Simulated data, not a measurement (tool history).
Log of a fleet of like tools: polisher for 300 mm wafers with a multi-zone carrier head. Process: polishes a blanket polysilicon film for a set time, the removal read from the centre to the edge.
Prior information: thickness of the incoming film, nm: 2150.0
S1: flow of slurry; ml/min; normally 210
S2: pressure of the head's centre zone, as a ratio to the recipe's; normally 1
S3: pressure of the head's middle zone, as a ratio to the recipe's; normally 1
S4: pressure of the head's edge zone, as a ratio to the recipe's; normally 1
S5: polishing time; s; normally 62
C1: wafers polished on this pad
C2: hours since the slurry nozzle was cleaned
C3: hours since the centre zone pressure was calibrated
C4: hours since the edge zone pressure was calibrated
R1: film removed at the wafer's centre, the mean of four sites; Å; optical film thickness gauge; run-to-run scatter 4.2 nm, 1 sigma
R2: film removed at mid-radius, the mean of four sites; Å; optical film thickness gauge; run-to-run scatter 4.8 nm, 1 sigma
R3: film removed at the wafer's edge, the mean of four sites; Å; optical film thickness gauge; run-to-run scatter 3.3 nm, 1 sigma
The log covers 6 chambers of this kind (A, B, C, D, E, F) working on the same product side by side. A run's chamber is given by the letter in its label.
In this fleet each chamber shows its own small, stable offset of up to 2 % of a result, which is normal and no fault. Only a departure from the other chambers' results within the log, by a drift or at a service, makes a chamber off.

run   hour   S1    S2    S3    S4  S5    C1     C2      C3      C4      R1      R2      R3
 1A    4.9  210     1     1     1  62   287  176.1  1118.6  1148.1  4068.1  4041.2  4107.4
       5.2  -- chamber F: worn pad replaced by a new one
       7.2  -- chamber B: worn pad replaced by a new one
 2C   11.5  210     1     1     1  62   694  361.1   296.3   673.7    4040  4041.8    4036
      14.6  -- chamber F: centre zone pressure recalibrated
        18  -- chamber B: edge zone pressure recalibrated
 3E     18  210     1     1     1  62   279     43   179.5  1038.1    4027  4063.7  4107.4
 4B   25.4  210     1     1     1  62   178   99.1   564.9     7.5  4000.7  4176.6  4084.8
      26.1  -- chamber A: worn pad replaced by a new one
 5D   29.6  210     1     1     1  62   670  444.2   505.6   361.1  4045.3  4078.5  4086.3
 6F   33.1  210  0.89  0.93     1  62   272   80.4    18.5   229.7  3519.5  3763.8  4064.3
      34.4  -- chamber D: worn pad replaced by a new one
 7E     37  210  0.89  0.93     1  62   464     62   198.5  1057.1  3576.6  3753.6  3947.8
      37.5  -- chamber E: worn pad replaced by a new one
 8A   41.9  210  0.89  0.93     1  62   154  213.1  1155.6  1185.1  3607.5  3805.8  4081.4
 9D   48.8  210  0.89  0.93     1  62   140  463.4   524.8   380.3  3612.2  3772.8  4057.8
10F   52.9  210  0.89  0.93     1  62   465  100.2    38.3   249.5  3540.1  3788.1    4096
11B   58.3  210  0.89  0.93     1  62   498    132   597.8    40.4  3542.4  3895.1    4013
12C   65.1  155  0.95     1     1  62  1216  414.7   349.9   727.3    3586  3913.7  3867.1
      65.5  -- chamber A: centre zone pressure recalibrated
      70.7  -- chamber B: worn pad replaced by a new one
13D   71.1  155  0.95     1     1  62   358  485.7   547.1   402.6  3615.5  3802.5  3913.9
      71.8  -- chamber C: slurry nozzle cleaned
      73.7  -- chamber C: worn pad replaced by a new one
      77.7  -- chamber D: centre zone pressure recalibrated
14B   78.2  155  0.95     1     1  62    73  151.9   617.7    60.3  3617.4  3941.4  3907.7
        79  -- chamber F: worn pad replaced by a new one
15A   82.8  155  0.95     1     1  62   552    254    17.3    1226  3557.5  3831.4  3940.2
      85.7  -- chamber E: worn pad replaced by a new one
16F   86.2  155  0.95     1     1  62    71  133.5    71.6   282.8  3622.8  3865.6  3910.7
17C   92.4  155  0.95     1     1  62   183   20.7   377.2   754.6  3640.2  3978.4  3904.7
      92.8  -- chamber A: worn pad replaced by a new one
18E   97.3  210     1     1     1  62   113  122.3   258.8  1117.4  4052.1    3959    4038
19A  101.5  210     1     1     1  62    84  272.7      36  1244.7    3997  4083.7  4123.7
     103.5  -- chamber A: edge zone pressure recalibrated
20D  107.3  210     1     1     1  62   711  521.9    29.7   438.8  4046.6    4081  4072.6
21C    113  210     1     1     1  62   383   41.3   397.8   775.2  4104.4  4116.5  4063.9
     113.7  -- chamber D: worn pad replaced by a new one
     118.4  -- chamber B: centre zone pressure recalibrated
22F  119.2  210     1     1     1  62   392  166.5   104.6   315.8  4075.9  3999.2  4100.4
23E    125  210   0.9     1     1  62   383    150   286.5  1145.1  3578.4  4031.5  4070.5
24B    131  210   0.9     1     1  62   587  204.7    12.6   113.1  3364.2  4189.3  4050.9
25F  137.4  210   0.9     1     1  62   569  184.7   122.8     334    3609  4068.9  4038.8
     138.3  -- chamber F: worn pad replaced by a new one
     139.4  -- chamber E: worn pad replaced by a new one
26C  141.6  210   0.9     1     1  62   662   69.9   426.4   803.8  3672.8  4033.2  4029.5
     141.7  -- chamber B: worn pad replaced by a new one
27E  145.5  210   0.9     1     1  62    59  170.5     307  1165.6  3559.1  4110.8  4007.3
28D  152.1  210   0.9     1     1  62   375  566.7    74.5   483.6  3610.8  4048.3  4088.6
29B  158.6  210     1     1     1  62   164  232.3    40.2   140.7    3733  4077.8  4039.1
     159.3  -- chamber A: worn pad replaced by a new one
30A  162.2  210     1     1     1  62    28  333.4    96.7    58.7    3954    4010  4051.5
31E  169.3  210     1     1     1  62   291  194.3   330.8  1189.4  4017.5  4100.7  4073.1
32A  173.8  210     1     1  1.11  55   141    345   108.3    70.3  3548.1  3595.1  3780.7
33C  177.3  210     1     1  1.11  55  1010  105.6   462.1   839.5    3607  3610.3  3764.3
34D  181.1  210     1     1  1.11  55   657  595.7   103.5   512.6  3657.9  3608.7  3770.8
35F  184.6  210     1     1  1.11  55   451  231.9     170   381.2  3553.7  3600.4  3756.1
36B    190  210     1     1  1.11  55   470  263.7    71.6   172.1  3319.9  3649.3  3781.1
37B  194.5  210     1     1  1.11  55   514  268.2    76.1   176.6  3305.5  3700.8    3770
       196  -- chamber E: worn pad replaced by a new one
     197.2  -- chamber C: worn pad replaced by a new one
     197.3  -- chamber D: worn pad replaced by a new one
38A  200.4  260  1.09     1     1  62   401  371.6   134.9    96.9  4528.5  4115.8  4134.2
39E  205.5  260  1.09     1     1  62    93  230.5     367  1225.6  4619.4  4143.8  4134.4
40D    210  260  1.09     1     1  62   124  624.6   132.4   541.5  4618.9  4211.8  4157.7
     215.1  -- chamber F: worn pad replaced by a new one
41C  215.7  260  1.09     1     1  62   180    144   500.5   877.9  4630.3  4192.6  4193.8
42F  220.7  260  1.09     1     1  62    55    268   206.1   417.3  4589.6  4146.3  4127.9

Next, every chamber runs the same settings. What will each give?
43A  226.3  210   1   1   1  62                   ?   ?   ?
43B  226.3  210   1   1   1  62                   ?   ?   ?
43C  226.3  210   1   1   1  62                   ?   ?   ?
43D  226.3  210   1   1   1  62                   ?   ?   ?
43E  226.3  210   1   1   1  62                   ?   ?   ?
43F  226.3  210   1   1   1  62                   ?   ?   ?

run      R1      R2      R3
43A  3905.6  4075.2  4106.1
43B  3668.6  4135.2  3987.8
43C    4017  4040.2  4055.2
43D  4021.8  4130.7  4073.2
43E  3951.5  4144.2  4046.9
43F    4032  4025.3  4054.9
